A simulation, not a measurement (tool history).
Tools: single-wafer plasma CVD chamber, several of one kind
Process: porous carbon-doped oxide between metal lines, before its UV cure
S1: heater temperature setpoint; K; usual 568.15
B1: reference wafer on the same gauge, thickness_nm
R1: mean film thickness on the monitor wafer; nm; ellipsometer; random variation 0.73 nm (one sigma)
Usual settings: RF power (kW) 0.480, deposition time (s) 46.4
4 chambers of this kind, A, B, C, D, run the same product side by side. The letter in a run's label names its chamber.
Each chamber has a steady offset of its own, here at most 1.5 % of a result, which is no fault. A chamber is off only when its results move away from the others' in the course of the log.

run 1A hour=5.6 | S1=568.15 RF_power_(kW)=0.480 deposition_time_(s)=46.4 | B1=255.83 | R1=245.98
run 2B hour=10.6 | S1=568.15 RF_power_(kW)=0.480 deposition_time_(s)=46.4 | B1=256.02 | R1=248.60
run 3D hour=15.1 | S1=568.15 RF_power_(kW)=0.480 deposition_time_(s)=46.4 | B1=256.11 | R1=246.74
run 4C hour=19.9 | S1=568.15 RF_power_(kW)=0.480 deposition_time_(s)=46.4 | B1=255.92 | R1=248.36
run 5D hour=23.8 | S1=568.15 RF_power_(kW)=0.480 deposition_time_(s)=46.4 | B1=255.86 | R1=247.07
run 6B hour=29.0 | S1=568.15 RF_power_(kW)=0.480 deposition_time_(s)=46.4 | B1=255.90 | R1=246.95
run 7A hour=33.3 | S1=568.15 RF_power_(kW)=0.480 deposition_time_(s)=46.4 | B1=256.13 | R1=246.11
run 8C hour=38.8 | S1=568.15 RF_power_(kW)=0.480 deposition_time_(s)=46.4 | B1=255.94 | R1=248.81
run 9D hour=44.8 | S1=568.15 RF_power_(kW)=0.480 deposition_time_(s)=46.4 | B1=256.11 | R1=248.08
run 10A hour=49.9 | S1=568.15 RF_power_(kW)=0.480 deposition_time_(s)=46.4 | B1=256.07 | R1=245.80
run 11B hour=56.2 | S1=568.15 RF_power_(kW)=0.480 deposition_time_(s)=41.2 | B1=256.08 | R1=218.73
run 12C hour=63.0 | S1=568.15 RF_power_(kW)=0.480 deposition_time_(s)=41.2 | B1=256.13 | R1=221.40
run 13C hour=68.4 | S1=568.15 RF_power_(kW)=0.480 deposition_time_(s)=41.2 | B1=256.04 | R1=221.11
run 14A hour=74.3 | S1=568.15 RF_power_(kW)=0.480 deposition_time_(s)=41.2 | B1=256.05 | R1=219.75
-- hour=77.8 chamber C: RF generator calibrated
run 15B hour=77.8 | S1=558.15 RF_power_(kW)=0.480 deposition_time_(s)=46.4 | B1=255.90 | R1=264.77
run 16D hour=83.7 | S1=558.15 RF_power_(kW)=0.480 deposition_time_(s)=46.4 | B1=256.16 | R1=261.79
run 17A hour=90.3 | S1=558.15 RF_power_(kW)=0.480 deposition_time_(s)=46.4 | B1=256.13 | R1=261.09
run 18D hour=96.1 | S1=558.15 RF_power_(kW)=0.480 deposition_time_(s)=46.4 | B1=255.99 | R1=262.97
run 19B hour=101.3 | S1=568.15 RF_power_(kW)=0.480 deposition_time_(s)=46.4 | B1=256.16 | R1=248.34
run 20C hour=107.6 | S1=568.15 RF_power_(kW)=0.480 deposition_time_(s)=46.4 | B1=256.00 | R1=250.42
run 21D hour=111.0 | S1=568.15 RF_power_(kW)=0.480 deposition_time_(s)=46.4 | B1=256.09 | R1=248.26
run 22A hour=116.2 | S1=568.15 RF_power_(kW)=0.565 deposition_time_(s)=46.4 | B1=256.07 | R1=273.50
run 23B hour=122.1 | S1=568.15 RF_power_(kW)=0.565 deposition_time_(s)=46.4 | B1=255.84 | R1=276.12
run 24C hour=127.3 | S1=568.15 RF_power_(kW)=0.565 deposition_time_(s)=46.4 | B1=256.05 | R1=277.64
run 25D hour=130.6 | S1=568.15 RF_power_(kW)=0.565 deposition_time_(s)=46.4 | B1=255.91 | R1=275.28
run 26C hour=134.5 | S1=568.15 RF_power_(kW)=0.480 deposition_time_(s)=46.4 | B1=255.99 | R1=249.24
-- hour=134.8 chamber B: RF generator calibrated
run 27A hour=141.1 | S1=568.15 RF_power_(kW)=0.480 deposition_time_(s)=46.4 | B1=255.92 | R1=246.28
run 28B hour=148.2 | S1=568.15 RF_power_(kW)=0.480 deposition_time_(s)=46.4 | B1=255.91 | R1=247.93
run 29B hour=153.1 | S1=568.15 RF_power_(kW)=0.480 deposition_time_(s)=46.4 | B1=256.08 | R1=247.01
run 30A hour=158.9 | S1=558.15 RF_power_(kW)=0.565 deposition_time_(s)=46.4 | B1=256.22 | R1=290.86

Is one chamber off against the others, does the gauge drift, or is nothing wrong? If a chamber is off, say which, and what the likeliest cause is.

No chamber stands off beyond its own small offset, and the gauge holds steady.

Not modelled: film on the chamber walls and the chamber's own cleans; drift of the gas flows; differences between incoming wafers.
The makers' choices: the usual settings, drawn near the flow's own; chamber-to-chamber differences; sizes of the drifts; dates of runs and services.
